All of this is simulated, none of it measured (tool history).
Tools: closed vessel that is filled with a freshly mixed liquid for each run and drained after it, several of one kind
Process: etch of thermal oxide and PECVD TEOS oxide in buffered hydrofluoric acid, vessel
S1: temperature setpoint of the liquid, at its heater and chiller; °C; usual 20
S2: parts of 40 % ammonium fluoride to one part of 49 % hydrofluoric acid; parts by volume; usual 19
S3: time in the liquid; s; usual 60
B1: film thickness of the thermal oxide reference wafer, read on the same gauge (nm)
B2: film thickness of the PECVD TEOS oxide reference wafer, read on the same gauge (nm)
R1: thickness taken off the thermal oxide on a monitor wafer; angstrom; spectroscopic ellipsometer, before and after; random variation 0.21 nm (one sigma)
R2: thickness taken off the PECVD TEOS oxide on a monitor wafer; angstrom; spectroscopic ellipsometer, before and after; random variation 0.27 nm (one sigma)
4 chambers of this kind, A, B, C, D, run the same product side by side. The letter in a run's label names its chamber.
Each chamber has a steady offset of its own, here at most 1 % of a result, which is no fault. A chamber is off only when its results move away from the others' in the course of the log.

| run | hour | S1 | S2 | S3 | B1 | B2 | R1 | R2 |
|---|---|---|---|---|---|---|---|---|
| 1D | 3.2 | 20 | 19 | 60 | 39.978 | 30.011 | 305.14 | 327.1 |
| 2B | 5.9 | 20 | 19 | 60 | 40.023 | 30.011 | 304.03 | 328.3 |
| 3A | 8.4 | 20 | 19 | 60 | 39.988 | 29.973 | 300.03 | 326.98 |
| 4C | 13 | 20 | 19 | 60 | 39.997 | 30.021 | 299.99 | 325.32 |
| 5A | 18.2 | 22.5 | 16.5 | 60 | 39.992 | 29.991 | 393.54 | 438.9 |
| 6D | 22.9 | 22.5 | 16.5 | 60 | 40.008 | 29.986 | 400.26 | 432.36 |
| 7C | 28 | 22.5 | 16.5 | 60 | 39.985 | 29.998 | 399.93 | 426.26 |
| 8B | 33 | 22.5 | 16.5 | 60 | 40.032 | 29.98 | 401.05 | 430.96 |
| 9D | 36.7 | 20 | 19 | 60 | 40.05 | 29.992 | 298.78 | 324.49 |
| 10A | 41.1 | 20 | 19 | 60 | 40.013 | 29.996 | 302.6 | 328.52 |
| 11C | 46 | 20 | 19 | 60 | 39.997 | 29.979 | 300.71 | 322.26 |
| 12B | 50.2 | 20 | 19 | 60 | 39.989 | 30.012 | 303.43 | 329.63 |
| 13C | 55.2 | 20 | 19 | 60 | 40.023 | 30.033 | 300.14 | 321.69 |
| 14B | 57.9 | 20 | 19 | 60 | 39.968 | 30.017 | 302.26 | 323.33 |
| 15D | 61 | 20 | 24.5 | 80 | 40.005 | 30.028 | 330.39 | 357.45 |
| 16A | 65.4 | 20 | 24.5 | 80 | 39.976 | 29.965 | 325.74 | 358.99 |
| 17C | 68.3 | 20 | 24.5 | 80 | 40.003 | 29.975 | 327.76 | 358.13 |
| 18D | 70.9 | 20 | 24.5 | 80 | 40.014 | 30.002 | 330.34 | 355.46 |
| 19B | 75.6 | 20 | 19 | 60 | 40.011 | 30.002 | 303.66 | 326.17 |
| 20A | 78.7 | 20 | 19 | 60 | 40.054 | 30.048 | 298.78 | 326.65 |
| 21D | 83.6 | 20 | 19 | 60 | 40.001 | 29.997 | 303.37 | 321.65 |
| 22A | 86.4 | 20 | 19 | 60 | 39.967 | 29.997 | 296.15 | 328.18 |
| 23C | 90.8 | 20 | 19 | 80 | 40.014 | 30.024 | 398.36 | 432.59 |
| 24B | 95.5 | 20 | 19 | 80 | 39.995 | 29.991 | 399.42 | 434.72 |
| 25B | 100.7 | 20 | 19 | 80 | 40.052 | 29.984 | 402.93 | 435.19 |
| 26A | 104.4 | 20 | 19 | 80 | 40.023 | 29.979 | 396.42 | 429.98 |
| 27C | 108.3 | 20 | 19 | 60 | 40.002 | 30.005 | 302.34 | 325.69 |
| 28D | 112.8 | 20 | 19 | 60 | 40.009 | 29.999 | 301.28 | 322.29 |
| 29C | 117.4 | 20 | 19 | 60 | 40.028 | 29.992 | 298.27 | 320.57 |
| 30D | 122 | 20 | 19 | 60 | 40.034 | 30.008 | 299.95 | 325.24 |
| 31A | 125.2 | 20 | 19 | 45 | 40.007 | 29.99 | 221.52 | 242.86 |
| 32B | 128.6 | 20 | 19 | 45 | 39.978 | 30.001 | 224.2 | 244.45 |
| 33D | 133.2 | 20 | 19 | 45 | 40.008 | 30.022 | 226.57 | 244.26 |

What goes on in this fleet: one chamber off, a drifting gauge, or nothing beyond the chambers' own small offsets? Name the chamber and the cause, if any.

No chamber stands off beyond its own small offset, and the gauge holds steady.
